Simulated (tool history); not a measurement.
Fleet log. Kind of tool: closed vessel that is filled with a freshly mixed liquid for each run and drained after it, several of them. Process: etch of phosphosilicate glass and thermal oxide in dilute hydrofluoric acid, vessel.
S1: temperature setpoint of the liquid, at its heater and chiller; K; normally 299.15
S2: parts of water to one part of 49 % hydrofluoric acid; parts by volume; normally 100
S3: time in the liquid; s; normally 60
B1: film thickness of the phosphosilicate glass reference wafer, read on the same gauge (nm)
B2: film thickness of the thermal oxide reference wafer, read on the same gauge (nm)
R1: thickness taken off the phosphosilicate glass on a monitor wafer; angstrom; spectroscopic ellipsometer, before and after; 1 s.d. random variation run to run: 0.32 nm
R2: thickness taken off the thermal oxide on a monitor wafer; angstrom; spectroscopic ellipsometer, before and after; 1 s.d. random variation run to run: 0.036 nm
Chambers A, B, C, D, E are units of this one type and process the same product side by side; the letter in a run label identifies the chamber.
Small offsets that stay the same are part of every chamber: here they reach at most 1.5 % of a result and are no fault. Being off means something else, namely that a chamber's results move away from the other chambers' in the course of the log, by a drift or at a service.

run 1E hour=8.9 | S1=299.15 S2=100 S3=60 | B1=120.04 B2=59.982 | R1=387.3 R2=31.789
run 2C hour=17.2 | S1=299.15 S2=100 S3=60 | B1=119.99 B2=59.927 | R1=387.37 R2=31.701
run 3D hour=26.6 | S1=299.15 S2=100 S3=60 | B1=120.02 B2=60.009 | R1=385.96 R2=31.563
run 4B hour=33.8 | S1=299.15 S2=100 S3=60 | B1=120 B2=60.006 | R1=395.08 R2=31.329
run 5A hour=46 | S1=299.15 S2=115 S3=60 | B1=120 B2=60.01 | R1=330.7 R2=27.374
-- hour=55.3 chamber D: thermometer replaced
run 6B hour=58.2 | S1=299.15 S2=115 S3=60 | B1=120 B2=59.965 | R1=328.16 R2=26.287
run 7D hour=70.4 | S1=299.15 S2=115 S3=60 | B1=120 B2=60.052 | R1=332.96 R2=27.125
run 8A hour=78.2 | S1=299.15 S2=115 S3=60 | B1=120.02 B2=60.026 | R1=329.41 R2=26.769
run 9E hour=86.1 | S1=299.15 S2=115 S3=60 | B1=119.99 B2=59.986 | R1=329.28 R2=26.708
run 10C hour=96.1 | S1=299.15 S2=100 S3=60 | B1=119.97 B2=60.017 | R1=389.65 R2=32.222
run 11B hour=109.6 | S1=299.15 S2=100 S3=60 | B1=120.02 B2=59.977 | R1=388.56 R2=31.448
-- hour=118.6 chamber D: hydrofluoric acid flow meter replaced
run 12E hour=119 | S1=299.15 S2=100 S3=60 | B1=119.98 B2=60.039 | R1=387.44 R2=31.124
run 13D hour=125.1 | S1=299.15 S2=100 S3=60 | B1=120 B2=60.028 | R1=386.48 R2=32.293
run 14A hour=133.3 | S1=299.15 S2=100 S3=60 | B1=120.02 B2=59.968 | R1=388.77 R2=31.208
run 15C hour=144 | S1=299.15 S2=100 S3=60 | B1=120.01 B2=60.009 | R1=388.88 R2=31.54
run 16D hour=154.6 | S1=301.65 S2=140 S3=60 | B1=120 B2=59.998 | R1=287.95 R2=23.49
run 17A hour=161.5 | S1=301.65 S2=140 S3=60 | B1=119.99 B2=60.028 | R1=295.71 R2=23.65
-- hour=166.4 chamber B: thermometer replaced
run 18E hour=171.9 | S1=301.65 S2=140 S3=60 | B1=120.02 B2=60.032 | R1=287.75 R2=23.444
run 19B hour=183.5 | S1=301.65 S2=140 S3=60 | B1=120 B2=59.991 | R1=291.34 R2=23.953
run 20C hour=196.5 | S1=301.65 S2=140 S3=60 | B1=120 B2=60.042 | R1=293.59 R2=23.794
run 21C hour=206.1 | S1=299.15 S2=100 S3=60 | B1=119.99 B2=59.978 | R1=379.51 R2=31.845
run 22B hour=212.5 | S1=299.15 S2=100 S3=60 | B1=120.01 B2=59.992 | R1=393.53 R2=31.194
run 23A hour=219.3 | S1=299.15 S2=100 S3=60 | B1=120.01 B2=60.006 | R1=393.37 R2=31.103
run 24D hour=233 | S1=299.15 S2=100 S3=60 | B1=120.01 B2=60.039 | R1=391.18 R2=32.247
run 25E hour=242.6 | S1=299.15 S2=100 S3=60 | B1=120.02 B2=59.969 | R1=390.36 R2=30.749
run 26E hour=252.9 | S1=299.15 S2=100 S3=60 | B1=120.01 B2=59.999 | R1=391.72 R2=31.558
run 27C hour=264.3 | S1=299.15 S2=100 S3=60 | B1=119.99 B2=60.007 | R1=379.29 R2=31.73
run 28D hour=276.3 | S1=303.65 S2=100 S3=45 | B1=120 B2=59.979 | R1=344.44 R2=28.158
run 29B hour=285.3 | S1=303.65 S2=100 S3=45 | B1=120 B2=59.997 | R1=347.58 R2=28.301
run 30A hour=297.4 | S1=303.65 S2=100 S3=45 | B1=119.98 B2=60.015 | R1=352.62 R2=28.344
run 31E hour=310.7 | S1=303.65 S2=100 S3=45 | B1=120.01 B2=59.991 | R1=342.03 R2=27.669
run 32A hour=321.3 | S1=303.65 S2=100 S3=45 | B1=120 B2=60.018 | R1=350.25 R2=27.695
run 33C hour=327.6 | S1=299.15 S2=100 S3=60 | B1=120.02 B2=60.001 | R1=383.48 R2=31.487
run 34B hour=338.6 | S1=299.15 S2=100 S3=60 | B1=119.99 B2=60.018 | R1=391.39 R2=31.703
run 35D hour=348.1 | S1=299.15 S2=70 S3=60 | B1=119.98 B2=60.026 | R1=580.8 R2=47.192
run 36A hour=358.5 | S1=299.15 S2=70 S3=60 | B1=119.98 B2=59.988 | R1=576.12 R2=46.815
run 37B hour=371.8 | S1=299.15 S2=70 S3=60 | B1=120.03 B2=60.006 | R1=571.52 R2=46.374
run 38D hour=383.9 | S1=299.15 S2=70 S3=60 | B1=120.01 B2=59.974 | R1=580.53 R2=47.999
run 39E hour=395.4 | S1=299.15 S2=70 S3=60 | B1=119.97 B2=60.032 | R1=577.13 R2=47.194
run 40C hour=405.6 | S1=299.15 S2=100 S3=60 | B1=119.98 B2=60.023 | R1=392.75 R2=31.745
run 41B hour=417.9 | S1=299.15 S2=100 S3=60 | B1=120.02 B2=60.009 | R1=391.76 R2=31.124

Has any chamber moved away from the others, gradually or after a service, or does the common gauge drift, or do the chambers differ only by their own small steady offsets? State the chamber and the most likely cause if one applies.

Nothing is wrong: each chamber keeps only its own small, steady offset and the gauge holds still.
